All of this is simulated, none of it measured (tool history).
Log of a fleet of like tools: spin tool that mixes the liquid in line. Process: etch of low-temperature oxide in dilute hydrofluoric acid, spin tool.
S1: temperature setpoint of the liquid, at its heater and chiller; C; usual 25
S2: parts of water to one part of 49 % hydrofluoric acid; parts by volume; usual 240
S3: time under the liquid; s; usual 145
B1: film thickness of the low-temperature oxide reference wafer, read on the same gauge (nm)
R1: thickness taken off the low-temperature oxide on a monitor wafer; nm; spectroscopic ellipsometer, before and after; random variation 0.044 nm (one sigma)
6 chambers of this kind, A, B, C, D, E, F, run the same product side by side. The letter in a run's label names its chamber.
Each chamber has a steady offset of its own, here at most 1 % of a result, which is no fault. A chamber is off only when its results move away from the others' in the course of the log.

{"run": "1B", "hour": 13.9, "S1": 25, "S2": 240, "S3": 145, "B1": 30.003, "R1": 6.5491}
{"run": "2E", "hour": 27.4, "S1": 25, "S2": 240, "S3": 145, "B1": 29.998, "R1": 6.4842}
{"run": "3F", "hour": 41.3, "S1": 25, "S2": 240, "S3": 145, "B1": 29.988, "R1": 6.7003}
{"run": "4A", "hour": 50.7, "S1": 25, "S2": 240, "S3": 145, "B1": 30.023, "R1": 6.6189}
{"run": "5D", "hour": 65.7, "S1": 25, "S2": 240, "S3": 145, "B1": 30.001, "R1": 6.6678}
{"run": "6C", "hour": 78.8, "S1": 25, "S2": 240, "S3": 145, "B1": 30.009, "R1": 6.6974}
{"run": "7B", "hour": 93.8, "S1": 25, "S2": 240, "S3": 145, "B1": 29.996, "R1": 6.5785}
{"run": "8F", "hour": 108.6, "S1": 25, "S2": 240, "S3": 145, "B1": 30.005, "R1": 6.6193}
{"run": "9C", "hour": 119.7, "S1": 25, "S2": 240, "S3": 145, "B1": 30.003, "R1": 6.6214}
{"run": "10A", "hour": 128.4, "S1": 25, "S2": 240, "S3": 145, "B1": 30.022, "R1": 6.5907}
{"hour": 134.2, "done": "chamber F: thermometer replaced"}
{"run": "11E", "hour": 138.6, "S1": 25, "S2": 240, "S3": 145, "B1": 29.995, "R1": 6.6079}
{"run": "12D", "hour": 146.8, "S1": 25, "S2": 240, "S3": 145, "B1": 29.983, "R1": 6.5594}
{"run": "13F", "hour": 153.8, "S1": 25, "S2": 240, "S3": 145, "B1": 30.006, "R1": 6.635}
{"run": "14A", "hour": 163.7, "S1": 25, "S2": 240, "S3": 145, "B1": 29.998, "R1": 6.6114}
{"run": "15E", "hour": 171.8, "S1": 28, "S2": 300, "S3": 145, "B1": 29.998, "R1": 5.5566}
{"run": "16D", "hour": 184.7, "S1": 28, "S2": 300, "S3": 145, "B1": 30.003, "R1": 5.5599}
{"run": "17B", "hour": 195.1, "S1": 28, "S2": 300, "S3": 145, "B1": 30.002, "R1": 5.4318}
{"run": "18C", "hour": 205.4, "S1": 28, "S2": 300, "S3": 145, "B1": 29.983, "R1": 5.4559}
{"run": "19B", "hour": 214.4, "S1": 28, "S2": 300, "S3": 145, "B1": 29.997, "R1": 5.4469}
{"run": "20F", "hour": 222.7, "S1": 28, "S2": 300, "S3": 145, "B1": 30.012, "R1": 5.5534}
{"run": "21A", "hour": 230.1, "S1": 22.5, "S2": 285, "S3": 145, "B1": 30.007, "R1": 4.7755}
{"run": "22C", "hour": 245.2, "S1": 22.5, "S2": 285, "S3": 145, "B1": 30.011, "R1": 4.8002}
{"run": "23E", "hour": 257.4, "S1": 22.5, "S2": 285, "S3": 145, "B1": 30.007, "R1": 5.014}
{"run": "24D", "hour": 265.0, "S1": 22.5, "S2": 285, "S3": 145, "B1": 29.991, "R1": 4.9484}
{"run": "25F", "hour": 274.0, "S1": 22.5, "S2": 285, "S3": 145, "B1": 29.997, "R1": 4.8717}
{"run": "26C", "hour": 287.9, "S1": 22.5, "S2": 285, "S3": 145, "B1": 30.017, "R1": 4.826}
{"run": "27A", "hour": 302.4, "S1": 25, "S2": 240, "S3": 145, "B1": 30.007, "R1": 6.5776}
{"run": "28D", "hour": 309.3, "S1": 25, "S2": 240, "S3": 145, "B1": 29.993, "R1": 6.6354}
{"run": "29B", "hour": 318.9, "S1": 25, "S2": 240, "S3": 145, "B1": 30.001, "R1": 6.5888}
{"run": "30E", "hour": 329.4, "S1": 25, "S2": 240, "S3": 225, "B1": 30.01, "R1": 10.693}
{"run": "31A", "hour": 342.5, "S1": 25, "S2": 240, "S3": 225, "B1": 30, "R1": 10.077}
{"run": "32C", "hour": 350.0, "S1": 25, "S2": 240, "S3": 225, "B1": 30.004, "R1": 10.344}
{"run": "33B", "hour": 363.2, "S1": 25, "S2": 240, "S3": 225, "B1": 30.008, "R1": 10.058}
{"run": "34D", "hour": 372.1, "S1": 25, "S2": 240, "S3": 225, "B1": 30.011, "R1": 10.224}
{"run": "35F", "hour": 386.6, "S1": 25, "S2": 240, "S3": 225, "B1": 29.997, "R1": 10.233}
{"run": "36E", "hour": 396.5, "S1": 25, "S2": 240, "S3": 145, "B1": 29.991, "R1": 7.0144}
{"run": "37B", "hour": 408.2, "S1": 25, "S2": 240, "S3": 145, "B1": 29.999, "R1": 6.5998}
{"run": "38E", "hour": 417.1, "S1": 25, "S2": 240, "S3": 145, "B1": 30.003, "R1": 7.1038}
{"run": "39D", "hour": 429.3, "S1": 25, "S2": 240, "S3": 145, "B1": 29.979, "R1": 6.6608}

Next, every chamber runs the same settings. What will each give?
{"run": "40A", "hour": 440.4, "S1": 25, "S2": 240, "S3": 200, "R1": "?"}
{"run": "40B", "hour": 440.4, "S1": 25, "S2": 240, "S3": 200, "R1": "?"}
{"run": "40C", "hour": 440.4, "S1": 25, "S2": 240, "S3": 200, "R1": "?"}
{"run": "40D", "hour": 440.4, "S1": 25, "S2": 240, "S3": 200, "R1": "?"}
{"run": "40E", "hour": 440.4, "S1": 25, "S2": 240, "S3": 200, "R1": "?"}
{"run": "40F", "hour": 440.4, "S1": 25, "S2": 240, "S3": 200, "R1": "?"}

run=40A R1=9.018
run=40B R1=9.0994
run=40C R1=9.0613
run=40D R1=9.2336
run=40E R1=9.7061
run=40F R1=9.2691
